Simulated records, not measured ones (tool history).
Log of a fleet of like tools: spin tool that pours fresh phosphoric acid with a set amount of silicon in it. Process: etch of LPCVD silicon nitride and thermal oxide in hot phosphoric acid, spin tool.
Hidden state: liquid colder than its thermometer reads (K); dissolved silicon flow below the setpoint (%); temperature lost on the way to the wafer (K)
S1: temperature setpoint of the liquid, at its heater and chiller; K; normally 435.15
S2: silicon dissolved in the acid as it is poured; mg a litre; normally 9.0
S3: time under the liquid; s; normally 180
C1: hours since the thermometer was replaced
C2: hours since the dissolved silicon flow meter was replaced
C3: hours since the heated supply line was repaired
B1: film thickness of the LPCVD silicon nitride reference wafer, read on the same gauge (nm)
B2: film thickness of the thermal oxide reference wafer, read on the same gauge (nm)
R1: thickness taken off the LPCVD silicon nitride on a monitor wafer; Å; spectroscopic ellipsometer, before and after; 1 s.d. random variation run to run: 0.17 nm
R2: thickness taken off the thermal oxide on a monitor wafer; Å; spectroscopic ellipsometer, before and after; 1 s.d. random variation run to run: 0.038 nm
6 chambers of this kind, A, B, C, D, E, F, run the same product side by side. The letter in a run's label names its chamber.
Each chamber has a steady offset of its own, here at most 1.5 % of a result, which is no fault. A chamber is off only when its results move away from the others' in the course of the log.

Run 1C, hour 13.6: usual settings; C1 660.9; C2 380.3; C3 1141.9; B1 110.00; B2 60.001. Result: R1 187.020 Å, R2 4.9076 Å.
At hour 15.6: chamber E: dissolved silicon flow meter replaced.
Run 2E, hour 23.5: usual settings; C1 437.6; C2 7.9; C3 1099.8; B1 109.98; B2 60.014. Result: R1 187.400 Å, R2 4.9871 Å.
Run 3F, hour 36.2: usual settings; C1 353.3; C2 1960.3; C3 1186.4; B1 110.01; B2 59.991. Result: R1 189.320 Å, R2 5.1260 Å.
Run 4A, hour 46.5: usual settings; C1 1948.3; C2 1529.4; C3 1189.6; B1 110.00; B2 60.020. Result: R1 188.780 Å, R2 4.9477 Å.
Run 5B, hour 58.0: usual settings; C1 74.0; C2 221.0; C3 2275.9; B1 109.99; B2 60.004. Result: R1 190.790 Å, R2 5.1581 Å.
At hour 63.7: chamber F: dissolved silicon flow meter replaced.
At hour 64.2: chamber A: heated supply line repaired.
Run 6D, hour 68.8: usual settings but S2 13.5 mg a litre; C1 914.9; C2 200.2; C3 1049.2; B1 109.99; B2 60.014. Result: R1 187.810 Å, R2 4.7779 Å.
Run 7F, hour 78.2: usual settings but S2 13.5 mg a litre; C1 395.3; C2 14.5; C3 1228.4; B1 109.99; B2 60.007. Result: R1 190.370 Å, R2 3.9985 Å.
Run 8E, hour 88.8: usual settings but S2 13.5 mg a litre; C1 502.9; C2 73.2; C3 1165.1; B1 110.01; B2 60.003. Result: R1 188.800 Å, R2 4.6582 Å.
Run 9D, hour 96.3: usual settings but S2 13.5 mg a litre; C1 942.4; C2 227.7; C3 1076.7; B1 109.99; B2 59.970. Result: R1 188.820 Å, R2 3.7534 Å.
Run 10A, hour 113.0: usual settings but S2 13.5 mg a litre; C1 2014.8; C2 1595.9; C3 48.8; B1 110.03; B2 60.007. Result: R1 184.300 Å, R2 4.4907 Å.
Run 11C, hour 121.6: usual settings but S2 13.5 mg a litre; C1 768.9; C2 488.3; C3 1249.9; B1 109.99; B2 60.002. Result: R1 186.110 Å, R2 3.9466 Å.
Run 12B, hour 134.0: usual settings; C1 150.0; C2 297.0; C3 2351.9; B1 110.00; B2 60.011. Result: R1 188.120 Å, R2 5.1867 Å.
Run 13D, hour 145.2: usual settings; C1 991.3; C2 276.6; C3 1125.6; B1 110.02; B2 60.016. Result: R1 186.510 Å, R2 4.7264 Å.
Run 14A, hour 155.0: usual settings; C1 2056.8; C2 1637.9; C3 90.8; B1 110.03; B2 60.041. Result: R1 188.250 Å, R2 4.4434 Å.
At hour 162.4: chamber C: dissolved silicon flow meter replaced.
Run 15C, hour 170.1: usual settings; C1 817.4; C2 7.8; C3 1298.4; B1 109.97; B2 59.961. Result: R1 190.750 Å, R2 4.8147 Å.
Run 16B, hour 186.8: usual settings; C1 202.8; C2 349.8; C3 2404.7; B1 109.99; B2 60.007. Result: R1 180.720 Å, R2 4.3089 Å.
At hour 193.7: chamber C: heated supply line repaired.
Run 17E, hour 199.0: usual settings; C1 613.1; C2 183.4; C3 1275.3; B1 109.98; B2 59.997. Result: R1 187.930 Å, R2 4.6792 Å.
Run 18F, hour 213.2: usual settings; C1 530.3; C2 149.5; C3 1363.4; B1 110.01; B2 60.016. Result: R1 189.660 Å, R2 4.2649 Å.
At hour 213.5: chamber B: dissolved silicon flow meter replaced.
Run 19D, hour 225.5: usual settings; C1 1071.6; C2 356.9; C3 1205.9; B1 109.98; B2 60.000. Result: R1 187.900 Å, R2 4.7107 Å.
Run 20E, hour 234.2: usual settings; C1 648.3; C2 218.6; C3 1310.5; B1 110.01; B2 59.991. Result: R1 187.620 Å, R2 4.9850 Å.
Run 21B, hour 245.1: usual settings but S2 12.5 mg a litre, S3 285 s; C1 261.1; C2 31.6; C3 2463.0; B1 109.99; B2 59.991. Result: R1 285.110 Å, R2 6.2737 Å.
Run 22C, hour 255.6: usual settings but S2 12.5 mg a litre, S3 285 s; C1 902.9; C2 93.3; C3 61.9; B1 109.98; B2 60.022. Result: R1 299.190 Å, R2 6.7441 Å.
Run 23A, hour 266.1: usual settings but S2 12.5 mg a litre, S3 285 s; C1 2167.9; C2 1749.0; C3 201.9; B1 110.02; B2 59.998. Result: R1 298.950 Å, R2 6.2437 Å.
At hour 273.4: chamber A: thermometer replaced.
Run 24F, hour 276.4: usual settings but S2 12.5 mg a litre, S3 285 s; C1 593.5; C2 212.7; C3 1426.6; B1 109.98; B2 59.978. Result: R1 297.100 Å, R2 6.8647 Å.
Run 25D, hour 284.4: usual settings but S2 12.5 mg a litre, S3 285 s; C1 1130.5; C2 415.8; C3 1264.8; B1 110.04; B2 60.004. Result: R1 301.040 Å, R2 6.8137 Å.
Run 26E, hour 293.4: usual settings but S2 12.5 mg a litre, S3 285 s; C1 707.5; C2 277.8; C3 1369.7; B1 109.99; B2 60.008. Result: R1 294.200 Å, R2 7.0359 Å.
Run 27B, hour 302.1: usual settings; C1 318.1; C2 88.6; C3 2520.0; B1 110.00; B2 59.980. Result: R1 178.620 Å, R2 3.7201 Å.
At hour 314.1: chamber F: thermometer replaced.
Run 28A, hour 318.4: usual settings; C1 45.0; C2 1801.3; C3 254.2; B1 109.99; B2 60.035. Result: R1 186.320 Å, R2 5.2312 Å.
Run 29C, hour 328.5: usual settings; C1 975.8; C2 166.2; C3 134.8; B1 109.99; B2 60.029. Result: R1 190.560 Å, R2 4.8283 Å.
Run 30F, hour 336.8: usual settings but S3 260 s; C1 22.7; C2 273.1; C3 1487.0; B1 110.00; B2 60.008. Result: R1 270.870 Å, R2 5.8082 Å.
Run 31D, hour 346.0: usual settings but S3 260 s; C1 1192.1; C2 477.4; C3 1326.4; B1 110.03; B2 59.992. Result: R1 270.950 Å, R2 5.6152 Å.
Run 32B, hour 360.4: usual settings but S3 260 s; C1 376.4; C2 146.9; C3 2578.3; B1 109.98; B2 60.005. Result: R1 253.190 Å, R2 5.4873 Å.
Run 33A, hour 373.5: usual settings but S3 260 s; C1 100.1; C2 1856.4; C3 309.3; B1 110.00; B2 59.960. Result: R1 263.750 Å, R2 7.0484 Å.
Run 34C, hour 386.8: usual settings but S3 260 s; C1 1034.1; C2 224.5; C3 193.1; B1 110.00; B2 60.022. Result: R1 268.770 Å, R2 6.9148 Å.
Run 35F, hour 394.4: usual settings but S3 260 s; C1 80.3; C2 330.7; C3 1544.6; B1 109.97; B2 59.990. Result: R1 272.970 Å, R2 6.1760 Å.
Run 36E, hour 408.9: usual settings but S1 436.65 K, S3 75 s; C1 823.0; C2 393.3; C3 1485.2; B1 109.98; B2 60.000. Result: R1 81.564 Å, R2 2.4907 Å.

All 6 chambers run these settings next. Forecast each chamber's results:
Run 37A, hour 420.8: usual settings but S3 105 s. Result: R1 ?, R2 ?.
Run 37B, hour 420.8: usual settings but S3 105 s. Result: R1 ?, R2 ?.
Run 37C, hour 420.8: usual settings but S3 105 s. Result: R1 ?, R2 ?.
Run 37D, hour 420.8: usual settings but S3 105 s. Result: R1 ?, R2 ?.
Run 37E, hour 420.8: usual settings but S3 105 s. Result: R1 ?, R2 ?.
Run 37F, hour 420.8: usual settings but S3 105 s. Result: R1 ?, R2 ?.

run       R1      R2
37A  109.050  2.9704
37B  100.860  2.1009
37C  108.650  3.1642
37D  111.160  2.5566
37E  109.390  3.3343
37F  112.200  2.4015

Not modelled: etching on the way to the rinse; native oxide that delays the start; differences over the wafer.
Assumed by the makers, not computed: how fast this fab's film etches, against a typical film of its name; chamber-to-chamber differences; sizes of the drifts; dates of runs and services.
